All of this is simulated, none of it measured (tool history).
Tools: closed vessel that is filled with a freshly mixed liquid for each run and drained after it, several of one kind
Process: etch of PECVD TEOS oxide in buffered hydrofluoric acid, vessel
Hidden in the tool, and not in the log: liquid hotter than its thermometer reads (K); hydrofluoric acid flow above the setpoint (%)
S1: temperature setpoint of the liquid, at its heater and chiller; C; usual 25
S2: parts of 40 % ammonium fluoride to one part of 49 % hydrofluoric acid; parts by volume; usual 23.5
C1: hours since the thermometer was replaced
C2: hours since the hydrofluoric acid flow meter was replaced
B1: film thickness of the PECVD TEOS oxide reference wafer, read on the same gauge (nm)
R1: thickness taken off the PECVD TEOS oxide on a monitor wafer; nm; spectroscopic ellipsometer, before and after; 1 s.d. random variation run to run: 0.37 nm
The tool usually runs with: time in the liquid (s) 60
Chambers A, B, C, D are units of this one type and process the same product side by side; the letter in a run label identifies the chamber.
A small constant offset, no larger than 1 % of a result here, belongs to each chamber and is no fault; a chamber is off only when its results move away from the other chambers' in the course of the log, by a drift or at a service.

Run 1D, hour 4.6: usual settings; C1 636.3; C2 7; B1 79.985. Result: R1 54.215 nm.
Run 2A, hour 7.6: usual settings; C1 933; C2 572.2; B1 80.01. Result: R1 54.764 nm.
Run 3C, hour 12.1: usual settings; C1 1489.4; C2 113.5; B1 79.99. Result: R1 54.282 nm.
Run 4B, hour 15.2: usual settings; C1 308.8; C2 1137.3; B1 80.021. Result: R1 53.964 nm.
Run 5C, hour 20: usual settings; C1 1497.3; C2 121.4; B1 80.039. Result: R1 55.045 nm.
At hour 20.3: chamber B: hydrofluoric acid flow meter replaced.
Run 6D, hour 24.6: usual settings; C1 656.3; C2 27; B1 79.999. Result: R1 54.414 nm.
Run 7A, hour 27.2: usual settings; C1 952.6; C2 591.8; B1 79.989. Result: R1 54.364 nm.
Run 8B, hour 30.3: usual settings; C1 323.9; C2 10; B1 79.99. Result: R1 54.594 nm.
Run 9D, hour 33.2: usual settings; C1 664.9; C2 35.6; B1 80.006. Result: R1 54.583 nm.
Run 10B, hour 36.1: usual settings; C1 329.7; C2 15.8; B1 79.987. Result: R1 53.283 nm.
Run 11C, hour 40.3: usual settings but S1 28 C, time in the liquid (s) 30; C1 1517.6; C2 141.7; B1 79.976. Result: R1 31.825 nm.
Run 12A, hour 44: usual settings but S1 28 C, time in the liquid (s) 30; C1 969.4; C2 608.6; B1 79.99. Result: R1 32.13 nm.
Run 13A, hour 46.5: usual settings but S1 28 C, time in the liquid (s) 30; C1 971.9; C2 611.1; B1 80.011. Result: R1 32.023 nm.
Run 14B, hour 49.9: usual settings but S1 28 C, time in the liquid (s) 30; C1 343.5; C2 29.6; B1 80.018. Result: R1 31.438 nm.
Run 15D, hour 53.4: usual settings; C1 685.1; C2 55.8; B1 79.955. Result: R1 54.666 nm.
Run 16C, hour 57.2: usual settings; C1 1534.5; C2 158.6; B1 80.028. Result: R1 54.71 nm.
Run 17D, hour 60: usual settings; C1 691.7; C2 62.4; B1 80.01. Result: R1 54.751 nm.
Run 18B, hour 65: usual settings but S1 23.5 C, time in the liquid (s) 70; C1 358.6; C2 44.7; B1 80.001. Result: R1 58.383 nm.
Run 19C, hour 69.7: usual settings but S1 23.5 C, time in the liquid (s) 70; C1 1547; C2 171.1; B1 80.009. Result: R1 59.074 nm.
Run 20A, hour 72.2: usual settings but S1 23.5 C, time in the liquid (s) 70; C1 997.6; C2 636.8; B1 80.017. Result: R1 58.287 nm.
Run 21C, hour 76.8: usual settings but S1 23.5 C, time in the liquid (s) 70; C1 1554.1; C2 178.2; B1 80.016. Result: R1 59.598 nm.
Run 22A, hour 79: usual settings; C1 1004.4; C2 643.6; B1 80.012. Result: R1 54.902 nm.
Run 23B, hour 82: usual settings; C1 375.6; C2 61.7; B1 79.997. Result: R1 54.152 nm.
Run 24D, hour 86.5: usual settings; C1 718.2; C2 88.9; B1 80.01. Result: R1 54.607 nm.
Run 25D, hour 90: usual settings; C1 721.7; C2 92.4; B1 80.007. Result: R1 54.273 nm.
Run 26A, hour 92.6: usual settings; C1 1018; C2 657.2; B1 80. Result: R1 54.021 nm.
Run 27C, hour 95.5: usual settings; C1 1572.8; C2 196.9; B1 80.022. Result: R1 56.168 nm.
Run 28B, hour 99.7: usual settings; C1 393.3; C2 79.4; B1 79.991. Result: R1 53.567 nm.
Run 29B, hour 103.1: usual settings but S2 18.5 parts by volume, time in the liquid (s) 90; C1 396.7; C2 82.8; B1 80.003. Result: R1 97.929 nm.
Run 30C, hour 106.3: usual settings but S2 18.5 parts by volume, time in the liquid (s) 90; C1 1583.6; C2 207.7; B1 80.006. Result: R1 102.15 nm.
Run 31D, hour 110: usual settings but S2 18.5 parts by volume, time in the liquid (s) 90; C1 741.7; C2 112.4; B1 79.992. Result: R1 97.983 nm.
Run 32A, hour 114.6: usual settings but S2 18.5 parts by volume, time in the liquid (s) 90; C1 1040; C2 679.2; B1 80.005. Result: R1 99.255 nm.
Run 33C, hour 118.4: usual settings; C1 1595.7; C2 219.8; B1 79.969. Result: R1 55.614 nm.
Run 34D, hour 123.1: usual settings but time in the liquid (s) 30; C1 754.8; C2 125.5; B1 80.012. Result: R1 27.133 nm.
Run 35B, hour 126.9: usual settings but time in the liquid (s) 30; C1 420.5; C2 106.6; B1 80.004. Result: R1 27.103 nm.
Run 36A, hour 129.9: usual settings but time in the liquid (s) 30; C1 1055.3; C2 694.5; B1 79.971. Result: R1 27.547 nm.
Run 37A, hour 132.4: usual settings but time in the liquid (s) 30; C1 1057.8; C2 697; B1 80.022. Result: R1 27.078 nm.

Does one chamber stand apart from the rest, does the shared gauge drift, or is all well apart from small per-chamber offsets? Give the chamber and the most likely cause, where there is one.

Chamber C drifts away from the others.
Cause: liquid hotter than its thermometer reads (K) = 0.83.
With only this log, it may be confused with: hydrofluoric acid flow above the setpoint (%).

Chamber C could run next with any of the 4 candidate recipes listed below; each alters the usual settings, and their results appear as question marks. Which one brings its results back in line with what the other chambers deliver on the usual settings?
A result is in line if it is within this distance of the other chambers' mean on the usual settings: R1 1.3 nm
Run 38C-1, hour 136: usual settings but S1 25.5 C, S2 23 parts by volume. Result: R1 ?.
Run 38C-2, hour 136: usual settings but time in the liquid (s) 65. Result: R1 ?.
Run 38C-3, hour 136: usual settings but S2 26.5 parts by volume. Result: R1 ?.
Run 38C-4, hour 136: usual settings but S2 25 parts by volume. Result: R1 ?.

On the usual settings, the other chambers give on average: R1 54.362 nm
  run      R1
38C-1  59.019
38C-2  61.322
38C-3  52.153
38C-4  54.266
The right change is 38C-4: it brings the chamber back within the allowed miss of the others.
